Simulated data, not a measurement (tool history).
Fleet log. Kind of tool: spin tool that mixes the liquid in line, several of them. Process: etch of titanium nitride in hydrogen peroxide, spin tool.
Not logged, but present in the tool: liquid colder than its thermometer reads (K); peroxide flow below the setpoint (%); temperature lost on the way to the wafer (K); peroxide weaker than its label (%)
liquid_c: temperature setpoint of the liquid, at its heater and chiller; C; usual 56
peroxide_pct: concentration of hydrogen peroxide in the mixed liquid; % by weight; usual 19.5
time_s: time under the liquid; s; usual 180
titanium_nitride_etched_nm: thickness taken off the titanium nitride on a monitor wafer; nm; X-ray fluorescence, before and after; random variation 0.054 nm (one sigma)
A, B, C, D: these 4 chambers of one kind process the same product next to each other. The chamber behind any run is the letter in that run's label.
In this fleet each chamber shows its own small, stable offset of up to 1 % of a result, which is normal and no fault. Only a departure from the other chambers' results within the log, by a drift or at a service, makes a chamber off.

run,hour,liquid_c,peroxide_pct,time_s,hours since the thermometer was replaced,hours since the peroxide flow meter was replaced,hours since the heated supply line was repaired,hours since the drum of peroxide was connected,"read-back film thickness of the titanium nitride reference wafer, read on the same gauge (nm)",titanium_nitride_etched_nm
1B,2.7,56,19.5,180,1397.8,229.4,505.8,728.1,140,16.053
2C,6.6,56,19.5,180,500.6,899.6,132.5,1116.9,139.98,15.865
3D,10,56,19.5,180,367.5,317.1,1881.1,96.2,140,15.776
4A,13,56,19.5,180,2571.9,1166.9,1863.7,114.1,140.01,15.808
5A,16.9,56,16.5,180,2575.8,1170.8,1867.6,118,139.99,15.423
6B,21.7,56,16.5,180,1416.8,248.4,524.8,747.1,139.98,15.483
7C,24.4,56,16.5,180,518.4,917.4,150.3,1134.7,140,15.256
8D,28.5,56,16.5,180,386,335.6,1899.6,114.7,139.98,15.419
9B,32.2,56,19.5,180,1427.3,258.9,535.3,757.6,140.01,16.067
10C,36.8,56,19.5,180,530.8,929.8,162.7,1147.1,140.04,15.842
11D,41.6,56,19.5,180,399.1,348.7,1912.7,127.8,139.99,15.994
12A,46.4,56,19.5,180,2605.3,1200.3,1897.1,147.5,140.02,15.838
13A,49.3,56,19.5,180,2608.2,1203.2,1900,150.4,139.97,15.899
14D,52.8,56,19.5,180,410.3,359.9,1923.9,139,139.99,15.85
15C,55.6,56,19.5,180,549.6,948.6,181.5,1165.9,140,15.911
16B,59.4,56,19.5,180,1454.5,286.1,562.5,784.8,140.01,16.139
17B,63,56,19.5,180,1458.1,289.7,566.1,788.4,140,16.112
18C,67.2,56,19.5,180,561.2,960.2,193.1,1177.5,139.99,15.818
19D,72,56,17,255,429.5,379.1,1943.1,158.2,140.01,21.616
20A,76.8,56,17,255,2635.7,1230.7,1927.5,177.9,140.02,22.05
21D,80.2,56,17,255,437.7,387.3,1951.3,166.4,139.98,21.716
22B,83,56,17,255,1478.1,309.7,586.1,808.4,139.99,22.099
23A,85.5,56,19.5,180,2644.4,1239.4,1936.2,186.6,139.97,15.871
24C,88.4,56,19.5,180,582.4,981.4,214.3,1198.7,139.99,15.895
25A,91.9,56,19.5,180,2650.8,1245.8,1942.6,193,139.98,16.024
26B,94.8,56,19.5,180,1489.9,321.5,597.9,820.2,139.97,16.081
27D,98.5,56,19.5,180,456,405.6,1969.6,184.7,140.01,15.601
28C,100.7,56,19.5,180,594.7,993.7,226.6,1211,140.03,15.802
29A,104.8,56,19.5,180,2663.7,1258.7,1955.5,205.9,140.02,15.994
30D,109.2,56,19.5,180,466.7,416.3,1980.3,195.4,139.99,15.534

The same settings go to every chamber for the next run, one line per chamber below. Forecast the results for each:
31A,112.7,56,19.5,180,,,,,,?
31B,112.7,56,19.5,180,,,,,,?
31C,112.7,56,19.5,180,,,,,,?
31D,112.7,56,19.5,180,,,,,,?

run,titanium_nitride_etched_nm
31A,15.959
31B,16.04
31C,15.809
31D,15.55
